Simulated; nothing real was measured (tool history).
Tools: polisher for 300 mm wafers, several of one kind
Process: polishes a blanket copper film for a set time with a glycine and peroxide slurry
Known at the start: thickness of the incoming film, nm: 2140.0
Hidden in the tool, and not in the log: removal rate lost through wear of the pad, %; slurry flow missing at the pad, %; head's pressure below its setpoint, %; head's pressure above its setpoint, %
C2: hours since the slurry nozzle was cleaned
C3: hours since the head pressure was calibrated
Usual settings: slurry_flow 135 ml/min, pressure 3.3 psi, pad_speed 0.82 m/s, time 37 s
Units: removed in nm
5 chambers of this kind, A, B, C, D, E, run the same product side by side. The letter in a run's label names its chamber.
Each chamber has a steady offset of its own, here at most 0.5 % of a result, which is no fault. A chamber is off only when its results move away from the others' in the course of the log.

{"run": "1A", "hour": 14.0, "slurry_flow": 135, "pressure": 3.3, "pad_speed": 0.82, "time": 37, "wafers polished on this pad": 1130, "C2": 124.7, "C3": 821.7, "removed": 201.55}
{"hour": 14.1, "done": "chamber B: worn pad replaced by a new one"}
{"run": "2D", "hour": 26.1, "slurry_flow": 135, "pressure": 3.3, "pad_speed": 0.82, "time": 37, "wafers polished on this pad": 448, "C2": 916.4, "C3": 303.5, "removed": 203.7}
{"hour": 29.7, "done": "chamber A: worn pad replaced by a new one"}
{"run": "3E", "hour": 33.7, "slurry_flow": 135, "pressure": 3.3, "pad_speed": 0.82, "time": 37, "wafers polished on this pad": 958, "C2": 399.9, "C3": 113.7, "removed": 198.9}
{"hour": 39.2, "done": "chamber C: worn pad replaced by a new one"}
{"hour": 39.9, "done": "chamber D: head pressure recalibrated"}
{"run": "4C", "hour": 43.6, "slurry_flow": 135, "pressure": 3.3, "pad_speed": 0.82, "time": 37, "wafers polished on this pad": 58, "C2": 147.6, "C3": 1031, "removed": 206.04}
{"run": "5B", "hour": 55.2, "slurry_flow": 135, "pressure": 3.3, "pad_speed": 0.82, "time": 37, "wafers polished on this pad": 540, "C2": 308.9, "C3": 158.3, "removed": 200.57}
{"hour": 59.5, "done": "chamber D: worn pad replaced by a new one"}
{"run": "6C", "hour": 68.1, "slurry_flow": 135, "pressure": 3.3, "pad_speed": 0.82, "time": 37, "wafers polished on this pad": 379, "C2": 172.1, "C3": 1055.5, "removed": 202.64}
{"run": "7E", "hour": 76.2, "slurry_flow": 135, "pressure": 3.3, "pad_speed": 0.82, "time": 37, "wafers polished on this pad": 1516, "C2": 442.4, "C3": 156.2, "removed": 197.65}
{"hour": 76.8, "done": "chamber D: slurry nozzle cleaned"}
{"hour": 81.5, "done": "chamber C: slurry nozzle cleaned"}
{"run": "8A", "hour": 88.8, "slurry_flow": 135, "pressure": 3.3, "pad_speed": 0.82, "time": 37, "wafers polished on this pad": 776, "C2": 199.5, "C3": 896.5, "removed": 199.54}
{"run": "9B", "hour": 95.2, "slurry_flow": 135, "pressure": 3.3, "pad_speed": 0.82, "time": 37, "wafers polished on this pad": 1065, "C2": 348.9, "C3": 198.3, "removed": 199.43}
{"run": "10D", "hour": 102.4, "slurry_flow": 135, "pressure": 3.3, "pad_speed": 0.82, "time": 37, "wafers polished on this pad": 564, "C2": 25.6, "C3": 62.5, "removed": 195.45}
{"run": "11E", "hour": 112.2, "slurry_flow": 135, "pressure": 3.3, "pad_speed": 0.82, "time": 37, "wafers polished on this pad": 1989, "C2": 478.4, "C3": 192.2, "removed": 200.24}
{"hour": 113.6, "done": "chamber B: worn pad replaced by a new one"}
{"hour": 117.0, "done": "chamber C: worn pad replaced by a new one"}
{"run": "12C", "hour": 125.8, "slurry_flow": 135, "pressure": 3.3, "pad_speed": 0.82, "time": 37, "wafers polished on this pad": 115, "C2": 44.4, "C3": 1113.2, "removed": 202.58}
{"hour": 126.6, "done": "chamber D: worn pad replaced by a new one"}
{"hour": 129.8, "done": "chamber A: worn pad replaced by a new one"}
{"run": "13B", "hour": 136.0, "slurry_flow": 135, "pressure": 3.3, "pad_speed": 0.82, "time": 37, "wafers polished on this pad": 294, "C2": 389.7, "C3": 239.1, "removed": 202.06}
{"run": "14D", "hour": 147.1, "slurry_flow": 135, "pressure": 3.3, "pad_speed": 0.82, "time": 37, "wafers polished on this pad": 270, "C2": 70.3, "C3": 107.2, "removed": 201.92}
{"hour": 153.5, "done": "chamber B: slurry nozzle cleaned"}
{"run": "15A", "hour": 161.1, "slurry_flow": 135, "pressure": 3.3, "pad_speed": 0.82, "time": 37, "wafers polished on this pad": 411, "C2": 271.8, "C3": 968.8, "removed": 199.1}
{"hour": 162.3, "done": "chamber E: slurry nozzle cleaned"}
{"run": "16A", "hour": 168.0, "slurry_flow": 135, "pressure": 3.3, "pad_speed": 0.82, "time": 37, "wafers polished on this pad": 501, "C2": 278.7, "C3": 975.7, "removed": 194.17}
{"hour": 169.6, "done": "chamber A: head pressure recalibrated"}
{"run": "17B", "hour": 181.7, "slurry_flow": 135, "pressure": 3.3, "pad_speed": 0.82, "time": 37, "wafers polished on this pad": 894, "C2": 28.2, "C3": 284.8, "removed": 200.53}
{"run": "18C", "hour": 191.9, "slurry_flow": 135, "pressure": 3.9, "pad_speed": 0.72, "time": 37, "wafers polished on this pad": 984, "C2": 110.5, "C3": 1179.3, "removed": 211.12}
{"hour": 195.6, "done": "chamber C: worn pad replaced by a new one"}
{"hour": 200.9, "done": "chamber D: worn pad replaced by a new one"}
{"run": "19E", "hour": 203.6, "slurry_flow": 135, "pressure": 3.9, "pad_speed": 0.72, "time": 37, "wafers polished on this pad": 3189, "C2": 41.3, "C3": 283.6, "removed": 199.09}
{"hour": 213.2, "done": "chamber B: worn pad replaced by a new one"}
{"run": "20D", "hour": 216.3, "slurry_flow": 135, "pressure": 3.9, "pad_speed": 0.72, "time": 37, "wafers polished on this pad": 202, "C2": 139.5, "C3": 176.4, "removed": 205.72}
{"hour": 216.6, "done": "chamber A: slurry nozzle cleaned"}
{"hour": 227.0, "done": "chamber A: worn pad replaced by a new one"}
{"run": "21A", "hour": 228.0, "slurry_flow": 135, "pressure": 3.9, "pad_speed": 0.72, "time": 37, "wafers polished on this pad": 13, "C2": 11.4, "C3": 58.5, "removed": 203.72}
{"run": "22B", "hour": 235.8, "slurry_flow": 135, "pressure": 3.9, "pad_speed": 0.72, "time": 37, "wafers polished on this pad": 296, "C2": 82.3, "C3": 338.9, "removed": 211.15}
{"run": "23E", "hour": 244.1, "slurry_flow": 135, "pressure": 3.3, "pad_speed": 0.82, "time": 37, "wafers polished on this pad": 3721, "C2": 81.8, "C3": 324.1, "removed": 189.14}
{"run": "24C", "hour": 252.8, "slurry_flow": 135, "pressure": 3.3, "pad_speed": 0.82, "time": 37, "wafers polished on this pad": 751, "C2": 171.4, "C3": 1240.2, "removed": 198.86}
{"run": "25D", "hour": 266.8, "slurry_flow": 135, "pressure": 3.3, "pad_speed": 0.82, "time": 37, "wafers polished on this pad": 865, "C2": 190, "C3": 226.9, "removed": 201.97}
{"run": "26C", "hour": 280.0, "slurry_flow": 135, "pressure": 3.3, "pad_speed": 0.82, "time": 37, "wafers polished on this pad": 1108, "C2": 198.6, "C3": 1267.4, "removed": 198.65}
{"hour": 282.3, "done": "chamber D: worn pad replaced by a new one"}
{"hour": 283.0, "done": "chamber C: worn pad replaced by a new one"}
{"run": "27A", "hour": 287.8, "slurry_flow": 135, "pressure": 3.3, "pad_speed": 0.82, "time": 37, "wafers polished on this pad": 799, "C2": 71.2, "C3": 118.3, "removed": 205.91}
{"run": "28B", "hour": 298.1, "slurry_flow": 135, "pressure": 3.3, "pad_speed": 1.02, "time": 37, "wafers polished on this pad": 1115, "C2": 144.6, "C3": 401.2, "removed": 242.14}
{"run": "29E", "hour": 308.3, "slurry_flow": 135, "pressure": 3.3, "pad_speed": 1.02, "time": 37, "wafers polished on this pad": 4565, "C2": 146, "C3": 388.3, "removed": 225.85}
{"hour": 315.6, "done": "chamber C: slurry nozzle cleaned"}
{"run": "30D", "hour": 316.4, "slurry_flow": 135, "pressure": 3.3, "pad_speed": 1.02, "time": 37, "wafers polished on this pad": 448, "C2": 239.6, "C3": 276.5, "removed": 239.78}
{"hour": 321.2, "done": "chamber B: worn pad replaced by a new one"}
{"hour": 328.3, "done": "chamber A: worn pad replaced by a new one"}
{"run": "31C", "hour": 329.4, "slurry_flow": 135, "pressure": 3.3, "pad_speed": 1.02, "time": 37, "wafers polished on this pad": 609, "C2": 13.8, "C3": 1316.8, "removed": 239.54}
{"run": "32D", "hour": 340.6, "slurry_flow": 135, "pressure": 3.3, "pad_speed": 1.02, "time": 37, "wafers polished on this pad": 766, "C2": 263.8, "C3": 300.7, "removed": 241.69}
{"run": "33E", "hour": 348.3, "slurry_flow": 135, "pressure": 3.3, "pad_speed": 0.82, "time": 37, "wafers polished on this pad": 5090, "C2": 186, "C3": 428.3, "removed": 179.71}
{"run": "34A", "hour": 361.8, "slurry_flow": 135, "pressure": 3.3, "pad_speed": 0.82, "time": 37, "wafers polished on this pad": 440, "C2": 145.2, "C3": 192.3, "removed": 201.78}
{"run": "35B", "hour": 368.8, "slurry_flow": 135, "pressure": 3.3, "pad_speed": 0.82, "time": 37, "wafers polished on this pad": 625, "C2": 215.3, "C3": 471.9, "removed": 203.27}
{"run": "36E", "hour": 380.6, "slurry_flow": 135, "pressure": 3.3, "pad_speed": 0.82, "time": 37, "wafers polished on this pad": 5514, "C2": 218.3, "C3": 460.6, "removed": 175.11}

What goes on in this fleet: one chamber off, a drifting gauge, or nothing beyond the chambers' own small offsets? Name the chamber and the cause, if any.

Chamber E drifts away from the others.
Cause: removal rate lost through wear of the pad, % = 10.5.
The log may not tell that from: head's pressure below its setpoint, %.

Here are 4 candidates for chamber E's next run, each the usual settings with a change, their results left as question marks. Which one brings its results back in line with what the others give on the usual settings?
In line means no further than this from the other chambers' mean on the usual settings: removed 9.2 nm
{"run": "37E-1", "hour": 390.9, "slurry_flow": 135, "pressure": 3.2, "pad_speed": 0.8, "time": 35, "removed": "?"}
{"run": "37E-2", "hour": 390.9, "slurry_flow": 135, "pressure": 3.3, "pad_speed": 0.92, "time": 37, "removed": "?"}
{"run": "37E-3", "hour": 390.9, "slurry_flow": 135, "pressure": 3.3, "pad_speed": 0.82, "time": 38, "removed": "?"}
{"run": "37E-4", "hour": 390.9, "slurry_flow": 135, "pressure": 3.3, "pad_speed": 0.82, "time": 36, "removed": "?"}

The other chambers' mean on the usual settings: removed 200.98 nm
run=37E-1 removed=163.84
run=37E-2 removed=199.1
run=37E-3 removed=186.1
run=37E-4 removed=176.3
37E-2 brings the chamber back in line.

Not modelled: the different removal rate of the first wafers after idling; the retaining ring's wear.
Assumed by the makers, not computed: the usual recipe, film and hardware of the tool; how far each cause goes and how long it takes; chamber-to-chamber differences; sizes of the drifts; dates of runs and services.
